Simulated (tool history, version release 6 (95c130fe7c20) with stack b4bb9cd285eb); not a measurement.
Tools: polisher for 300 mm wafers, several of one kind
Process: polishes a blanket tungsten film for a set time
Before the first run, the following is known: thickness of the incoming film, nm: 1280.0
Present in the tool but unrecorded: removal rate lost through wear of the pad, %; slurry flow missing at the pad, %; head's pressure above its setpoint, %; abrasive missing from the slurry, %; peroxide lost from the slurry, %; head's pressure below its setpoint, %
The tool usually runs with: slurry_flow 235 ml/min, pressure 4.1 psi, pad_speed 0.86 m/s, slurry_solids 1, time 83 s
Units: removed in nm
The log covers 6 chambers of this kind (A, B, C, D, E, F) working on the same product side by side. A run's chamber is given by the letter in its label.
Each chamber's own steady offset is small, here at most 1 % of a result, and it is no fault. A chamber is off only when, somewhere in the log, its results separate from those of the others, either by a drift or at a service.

run	day	slurry_flow	pressure	pad_speed	slurry_solids	time	wafers polished on this pad	hours since the slurry nozzle was cleaned	hours since the head pressure was calibrated	hours since the slurry blender was calibrated	hours since the slurry got fresh peroxide	removed
# day 0.217: chamber F: slurry tank refilled with fresh slurry and peroxide
# day 0.3: chamber D: slurry tank refilled with fresh slurry and peroxide
1C	0.579	235	4.1	0.86	1	83	462	204.6	56.5	16.8	77.4	301.98
2A	0.908	235	4.1	0.86	1	83	420	584.1	26.4	168.5	53.9	303.78
3F	1.188	235	4.1	0.86	1	83	815	372.8	457	49.7	23.4	300.53
4B	1.783	235	4.1	0.86	1	83	712	175.7	389.9	227.3	48.3	300.46
# day 2.021: chamber A: slurry blender recalibrated
# day 2.083: chamber A: slurry nozzle cleaned
# day 2.233: chamber A: slurry tank refilled with fresh slurry and peroxide
5D	2.367	235	4.1	0.86	1	83	1073	115.9	459.8	110.2	49.7	296.01
# day 2.388: chamber D: worn pad replaced by a new one
# day 2.508: chamber C: worn pad replaced by a new one
# day 2.633: chamber B: slurry tank refilled with fresh slurry and peroxide
# day 2.738: chamber A: worn pad replaced by a new one
# day 2.762: chamber E: worn pad replaced by a new one
6E	2.788	235	4.1	0.86	1	83	8	144.4	80.3	309.9	67.5	308.14
# day 3.008: chamber C: slurry tank refilled with fresh slurry and peroxide
7C	3.088	235	4.1	0.86	1	83	192	264.8	116.7	77	1.9	303.25
# day 3.108: chamber B: worn pad replaced by a new one
# day 3.2: chamber C: slurry nozzle cleaned
8D	3.475	235	4.1	0.86	1	83	359	142.5	486.4	136.8	76.3	298.3
# day 3.492: chamber E: slurry tank refilled with fresh slurry and peroxide
9B	3.925	235	4.1	0.86	1	83	270	227.1	441.3	278.7	31.1	304.56
# day 3.954: chamber D: slurry tank refilled with fresh slurry and peroxide
10A	4.212	235	4.1	0.86	1	83	488	51.2	105.7	52.7	47.5	302.19
# day 4.242: chamber D: slurry blender recalibrated
# day 4.396: chamber B: slurry nozzle cleaned
11E	4.633	235	4.1	0.86	1	83	618	188.7	124.6	354.2	27.5	304.87
# day 4.642: chamber F: slurry nozzle cleaned
12F	4.917	235	4.1	0.86	1	83	2047	6.6	546.5	139.2	112.9	301.73
13A	5.292	235	4.1	0.86	1	83	845	77.1	131.6	78.6	73.4	303.78
# day 5.5: chamber A: slurry tank refilled with fresh slurry and peroxide
# day 5.517: chamber B: slurry tank refilled with fresh slurry and peroxide
# day 5.671: chamber C: worn pad replaced by a new one
# day 5.708: chamber D: worn pad replaced by a new one
14E	5.754	235	4.1	0.86	1	83	988	215.6	151.5	381.1	54.4	305.36
# day 6.008: chamber E: slurry blender recalibrated
# day 6.067: chamber E: worn pad replaced by a new one
# day 6.096: chamber A: worn pad replaced by a new one
15F	6.142	235	4.1	0.86	1	83	2452	36	575.9	168.6	142.3	300.21
# day 6.221: chamber F: slurry tank refilled with fresh slurry and peroxide
# day 6.638: chamber E: slurry tank refilled with fresh slurry and peroxide
# day 6.642: chamber B: worn pad replaced by a new one
16D	6.696	235	4.1	0.86	1	83	326	219.8	563.7	59	65.8	301.44
17B	7.129	235	4.1	0.86	1.3	95	161	65.6	518.2	355.6	38.8	369.19
# day 7.212: chamber D: slurry tank refilled with fresh slurry and peroxide
18C	7.521	235	4.1	0.86	1.3	95	612	103.8	223.1	183.4	108.3	366.55
19E	7.8	235	4.1	0.86	1.3	95	572	264.7	200.6	43	28	369.99
20A	8.346	235	4.1	0.86	1.3	95	743	150.4	204.9	151.9	68.3	364.91
# day 8.512: chamber C: worn pad replaced by a new one
21B	8.612	235	4.1	0.86	1.3	95	651	101.2	553.8	391.2	74.4	369.57
# day 8.633: chamber C: slurry tank refilled with fresh slurry and peroxide
# day 8.758: chamber B: slurry blender recalibrated
# day 8.792: chamber B: head pressure recalibrated
# day 8.804: chamber D: slurry nozzle cleaned
22F	8.896	235	4.1	0.86	1.3	95	3362	102.1	642	234.7	64.3	358.32
# day 8.904: chamber B: slurry tank refilled with fresh slurry and peroxide
23C	9.242	235	4.8	0.86	1	83	241	145.1	264.4	224.7	14.7	351.94
# day 9.275: chamber D: worn pad replaced by a new one
# day 9.346: chamber A: worn pad replaced by a new one
# day 9.483: chamber E: worn pad replaced by a new one
# day 9.488: chamber B: worn pad replaced by a new one
24D	9.588	235	4.8	0.86	1	83	103	18.8	633.1	128.4	57	351.71
# day 9.688: chamber A: slurry tank refilled with fresh slurry and peroxide
25B	10.062	235	4.8	0.86	1	83	190	136	30.5	31.4	27.8	352.02
# day 10.188: chamber E: slurry nozzle cleaned
# day 10.379: chamber E: slurry tank refilled with fresh slurry and peroxide
26E	10.5	235	4.8	0.86	1	83	337	7.5	265.4	107.8	3	353.61
# day 10.542: chamber D: slurry tank refilled with fresh slurry and peroxide
27A	11.1	235	4.8	0.86	1	83	580	216.5	271	218	34	349.8
# day 11.217: chamber D: slurry blender recalibrated
# day 11.3: chamber A: slurry blender recalibrated
# day 11.383: chamber C: slurry blender recalibrated
28F	11.6	235	4.8	0.86	1	83	4255	167	706.9	299.6	129.2	341.77
# day 11.746: chamber C: worn pad replaced by a new one
29C	11.996	235	4.1	0.86	1	83	82	211.2	330.5	14.8	80.8	300.88
# day 12.267: chamber A: worn pad replaced by a new one
30D	12.417	235	4.1	0.86	1	83	1038	86.7	701	28.8	45	303.67
# day 12.446: chamber F: slurry tank refilled with fresh slurry and peroxide
# day 12.446: chamber B: slurry tank refilled with fresh slurry and peroxide
# day 12.529: chamber D: worn pad replaced by a new one
31A	12.746	235	4.1	0.86	1	83	159	256	310.5	34.7	73.5	302.04
# day 12.95: chamber E: worn pad replaced by a new one
# day 12.975: chamber F: slurry blender recalibrated
# day 13.038: chamber B: worn pad replaced by a new one
32C	13.092	235	4.1	0.86	1	83	444	237.5	356.8	41.1	107.1	302.67
# day 13.388: chamber E: slurry tank refilled with fresh slurry and peroxide
33D	13.421	235	4.1	0.86	1	83	294	110.8	725.1	52.9	69.1	299.89
# day 13.546: chamber D: slurry tank refilled with fresh slurry and peroxide
# day 13.642: chamber A: slurry tank refilled with fresh slurry and peroxide
34E	13.871	235	4.1	0.86	1	83	305	88.4	346.3	188.7	11.6	301.58
35F	14.4	235	4.1	0.86	1	83	5180	234.2	774.1	34.2	46.9	289.82
36B	14.783	235	4.1	0.86	1	83	577	249.3	143.8	144.7	56.1	300.96
37B	15.108	235	4.1	0.86	1	83	684	257.1	151.6	152.5	63.9	300.74
# day 15.375: chamber D: worn pad replaced by a new one
38D	15.562	235	4.1	0.86	1	83	62	162.2	776.5	104.3	48.5	299.35
# day 15.912: chamber A: worn pad replaced by a new one
39E	15.983	235	4.1	0.86	1	83	1003	139.1	397	239.4	62.3	305.11
40A	16.538	235	4.1	0.86	1	83	206	347	401.5	125.7	69.5	301.21

What goes on in this fleet: one chamber off, a drifting gauge, or nothing beyond the chambers' own small offsets? Name the chamber and the cause, if any.

Chamber F drifts away from the others.
Most likely cause: removal rate lost through wear of the pad, % = 5.06.
It could be hard to tell apart here from: head's pressure below its setpoint, %.

Below are 4 candidate recipes for chamber F's next run, each the usual settings with a change, their results shown as question marks. Which of them brings F's results back in line with what the other chambers give on the usual settings?
Maximum distance from the other chambers' mean on the usual settings for a result to count as in line: removed 7.3 nm
41F-1	16.979	235	4	0.84	1	83						?
41F-2	16.979	290	4.1	0.86	1.35	83						?
41F-3	16.979	235	3.9	0.82	1	83						?
41F-4	16.979	235	4.2	0.88	1	84						?

Usual-settings mean across the other chambers: removed 301.29 nm
run	removed
41F-1	272.96
41F-2	313.93
41F-3	259.96
41F-4	303.51
41F-4 is the one that brings the chamber's results back in line with the other chambers.

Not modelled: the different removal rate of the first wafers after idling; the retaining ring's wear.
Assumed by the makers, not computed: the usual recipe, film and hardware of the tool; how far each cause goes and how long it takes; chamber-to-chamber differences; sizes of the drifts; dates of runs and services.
